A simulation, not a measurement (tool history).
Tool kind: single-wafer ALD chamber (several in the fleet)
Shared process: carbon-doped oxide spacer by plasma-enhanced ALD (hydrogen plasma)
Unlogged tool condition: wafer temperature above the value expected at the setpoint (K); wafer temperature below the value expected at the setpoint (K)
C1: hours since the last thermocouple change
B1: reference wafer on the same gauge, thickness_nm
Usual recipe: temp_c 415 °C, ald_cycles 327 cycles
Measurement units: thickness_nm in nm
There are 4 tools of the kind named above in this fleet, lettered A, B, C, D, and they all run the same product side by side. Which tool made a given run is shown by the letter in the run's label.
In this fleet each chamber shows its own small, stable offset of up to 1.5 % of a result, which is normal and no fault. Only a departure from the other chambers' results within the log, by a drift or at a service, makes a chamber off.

run 1D hour=14 | temp_c=415 ald_cycles=327 | C1=2692.9 | B1=15.301 | thickness_nm=15.536
run 2B hour=26.3 | temp_c=415 ald_cycles=327 | C1=537.1 | B1=15.294 | thickness_nm=15.581
run 3C hour=35.9 | temp_c=415 ald_cycles=327 | C1=1396.7 | B1=15.29 | thickness_nm=15.466
run 4A hour=47.7 | temp_c=415 ald_cycles=327 | C1=2070.2 | B1=15.289 | thickness_nm=15.535
run 5D hour=62.2 | temp_c=415 ald_cycles=327 | C1=2741.1 | B1=15.284 | thickness_nm=15.541
run 6C hour=73.3 | temp_c=420 ald_cycles=376 | C1=1434.1 | B1=15.274 | thickness_nm=17.453
run 7A hour=86.2 | temp_c=420 ald_cycles=376 | C1=2108.7 | B1=15.276 | thickness_nm=17.517
run 8B hour=94.2 | temp_c=420 ald_cycles=376 | C1=605 | B1=15.267 | thickness_nm=17.571
run 9B hour=101.4 | temp_c=420 ald_cycles=376 | C1=612.2 | B1=15.276 | thickness_nm=17.551
run 10C hour=110.1 | temp_c=426 ald_cycles=383 | C1=1470.9 | B1=15.274 | thickness_nm=17.424
-- hour=110.5 chamber A: thermocouple changed; heater temperature recalibrated
run 11D hour=123.6 | temp_c=426 ald_cycles=383 | C1=2802.5 | B1=15.271 | thickness_nm=17.53
run 12A hour=133.3 | temp_c=426 ald_cycles=383 | C1=22.8 | B1=15.262 | thickness_nm=17.518
run 13D hour=140.9 | temp_c=426 ald_cycles=383 | C1=2819.8 | B1=15.262 | thickness_nm=17.578
run 14A hour=155 | temp_c=415 ald_cycles=327 | C1=44.5 | B1=15.253 | thickness_nm=15.491
run 15B hour=161.8 | temp_c=415 ald_cycles=327 | C1=672.6 | B1=15.258 | thickness_nm=15.5
run 16C hour=171.5 | temp_c=415 ald_cycles=327 | C1=1532.3 | B1=15.255 | thickness_nm=15.4
run 17A hour=183 | temp_c=415 ald_cycles=327 | C1=72.5 | B1=15.252 | thickness_nm=15.46
run 18D hour=195.6 | temp_c=415 ald_cycles=327 | C1=2874.5 | B1=15.255 | thickness_nm=15.492
run 19B hour=203.9 | temp_c=415 ald_cycles=327 | C1=714.7 | B1=15.252 | thickness_nm=15.497
run 20C hour=216.8 | temp_c=415 ald_cycles=327 | C1=1577.6 | B1=15.246 | thickness_nm=15.373
run 21C hour=230.4 | temp_c=415 ald_cycles=327 | C1=1591.2 | B1=15.237 | thickness_nm=15.38
run 22A hour=244.5 | temp_c=415 ald_cycles=327 | C1=134 | B1=15.233 | thickness_nm=15.458
run 23B hour=255.3 | temp_c=415 ald_cycles=327 | C1=766.1 | B1=15.236 | thickness_nm=15.469
run 24D hour=262.2 | temp_c=415 ald_cycles=327 | C1=2941.1 | B1=15.224 | thickness_nm=15.468
run 25B hour=272.6 | temp_c=415 ald_cycles=327 | C1=783.4 | B1=15.232 | thickness_nm=15.427
run 26D hour=280.8 | temp_c=415 ald_cycles=327 | C1=2959.7 | B1=15.231 | thickness_nm=15.454
run 27C hour=295.3 | temp_c=415 ald_cycles=327 | C1=1656.1 | B1=15.227 | thickness_nm=15.397
run 28A hour=308.8 | temp_c=415 ald_cycles=327 | C1=198.3 | B1=15.218 | thickness_nm=15.407
run 29A hour=315.5 | temp_c=415 ald_cycles=327 | C1=205 | B1=15.22 | thickness_nm=15.374
run 30D hour=330.1 | temp_c=415 ald_cycles=327 | C1=3009 | B1=15.218 | thickness_nm=15.45
run 31C hour=342.2 | temp_c=415 ald_cycles=327 | C1=1703 | B1=15.214 | thickness_nm=15.372
run 32B hour=356 | temp_c=415 ald_cycles=327 | C1=866.8 | B1=15.21 | thickness_nm=15.419
run 33A hour=368.9 | temp_c=415 ald_cycles=327 | C1=258.4 | B1=15.203 | thickness_nm=15.452
run 34C hour=375.2 | temp_c=415 ald_cycles=327 | C1=1736 | B1=15.205 | thickness_nm=15.319
run 35B hour=388.7 | temp_c=415 ald_cycles=327 | C1=899.5 | B1=15.2 | thickness_nm=15.446

Read the log: is a single chamber off, either drifting away or since a service, is the gauge that measures every chamber drifting, or is nothing wrong beyond small per-chamber offsets? Name any odd chamber and what most likely caused it.

None of the chambers is off. What moves is the gauge, dragging all their readings along together.
Likeliest cause: gauge reads low (%) = 0.674.

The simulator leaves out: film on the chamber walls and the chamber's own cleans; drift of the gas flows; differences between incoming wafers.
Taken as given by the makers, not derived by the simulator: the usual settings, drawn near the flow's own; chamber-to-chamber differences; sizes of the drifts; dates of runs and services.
